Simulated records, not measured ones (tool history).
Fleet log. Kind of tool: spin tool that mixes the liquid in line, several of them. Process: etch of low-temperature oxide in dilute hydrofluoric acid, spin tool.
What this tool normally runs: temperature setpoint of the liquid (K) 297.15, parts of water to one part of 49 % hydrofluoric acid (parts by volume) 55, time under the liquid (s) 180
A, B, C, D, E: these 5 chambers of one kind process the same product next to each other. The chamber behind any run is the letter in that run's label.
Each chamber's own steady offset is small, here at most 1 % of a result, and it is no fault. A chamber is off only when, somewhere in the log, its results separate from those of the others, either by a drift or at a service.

run	hour	temperature setpoint of the liquid (K)	parts of water to one part of 49 % hydrofluoric acid (parts by volume)	time under the liquid (s)	hours since the thermometer was replaced	hours since the hydrofluoric acid flow meter was replaced	read-back film thickness of the low-temperature oxide reference wafer, read on the same gauge (nm)	thickness taken off the low-temperature oxide on a monitor wafer (nm)
1B	4.2	297.15	55	180	1532.3	327.6	140.04	36.497
2A	7.7	297.15	55	180	301.0	1402.9	139.99	36.962
3D	12.6	297.15	55	180	1154.2	1081.6	140.03	36.785
4E	16.7	297.15	55	180	416.8	1715.4	140.00	37.000
5C	21.0	297.15	55	180	143.9	733.9	140.01	37.469
6A	24.4	297.15	55	180	317.7	1419.6	140.00	36.913
7B	28.0	300.15	55	180	1556.1	351.4	139.99	41.129
8D	31.0	300.15	55	180	1172.6	1100.0	140.03	41.375
9C	35.7	300.15	55	180	158.6	748.6	140.00	42.366
10E	39.4	300.15	55	180	439.5	1738.1	140.05	41.867
11D	42.7	300.15	55	180	1184.3	1111.7	140.03	41.092
12C	46.8	297.15	55	180	169.7	759.7	140.00	37.808
13A	51.7	297.15	55	180	345.0	1446.9	139.98	37.255
14E	56.2	297.15	55	180	456.3	1754.9	140.01	37.396
15B	58.6	297.15	55	180	1586.7	382.0	139.94	37.549
16D	62.3	297.15	55	180	1203.9	1131.3	140.01	37.119
17B	66.1	297.15	55	180	1594.2	389.5	140.01	38.512
18A	70.0	297.15	55	180	363.3	1465.2	139.94	36.733
19C	74.4	297.15	55	180	197.3	787.3	139.94	36.861
20E	77.8	297.15	55	180	477.9	1776.5	140.05	37.040
21A	82.9	297.15	55	180	376.2	1478.1	140.01	37.220
22B	85.5	297.15	55	180	1613.6	408.9	140.00	39.099
23E	89.3	297.15	55	180	489.4	1788.0	140.02	37.005
24C	94.2	297.15	55	180	217.1	807.1	140.01	36.858
25D	97.2	297.15	55	180	1238.8	1166.2	140.04	36.825
26B	102.3	297.15	55	180	1630.4	425.7	139.98	39.956
27D	107.0	297.15	55	180	1248.6	1176.0	139.95	36.714
28C	110.6	297.15	55	180	233.5	823.5	139.99	36.796
29E	114.9	297.15	30	265	515.0	1813.6	140.01	103.950
30A	118.4	297.15	30	265	411.7	1513.6	139.94	103.470
31A	122.9	297.15	30	265	416.2	1518.1	140.06	101.160
32D	126.8	297.15	30	265	1268.4	1195.8	139.98	103.870

All 5 chambers run these settings next. Forecast each chamber's results:
33A	130.6	297.15	55	180				?
33B	130.6	297.15	55	180				?
33C	130.6	297.15	55	180				?
33D	130.6	297.15	55	180				?
33E	130.6	297.15	55	180				?

run	thickness taken off the low-temperature oxide on a monitor wafer (nm)
33A	37.261
33B	41.379
33C	36.586
33D	37.119
33E	37.382
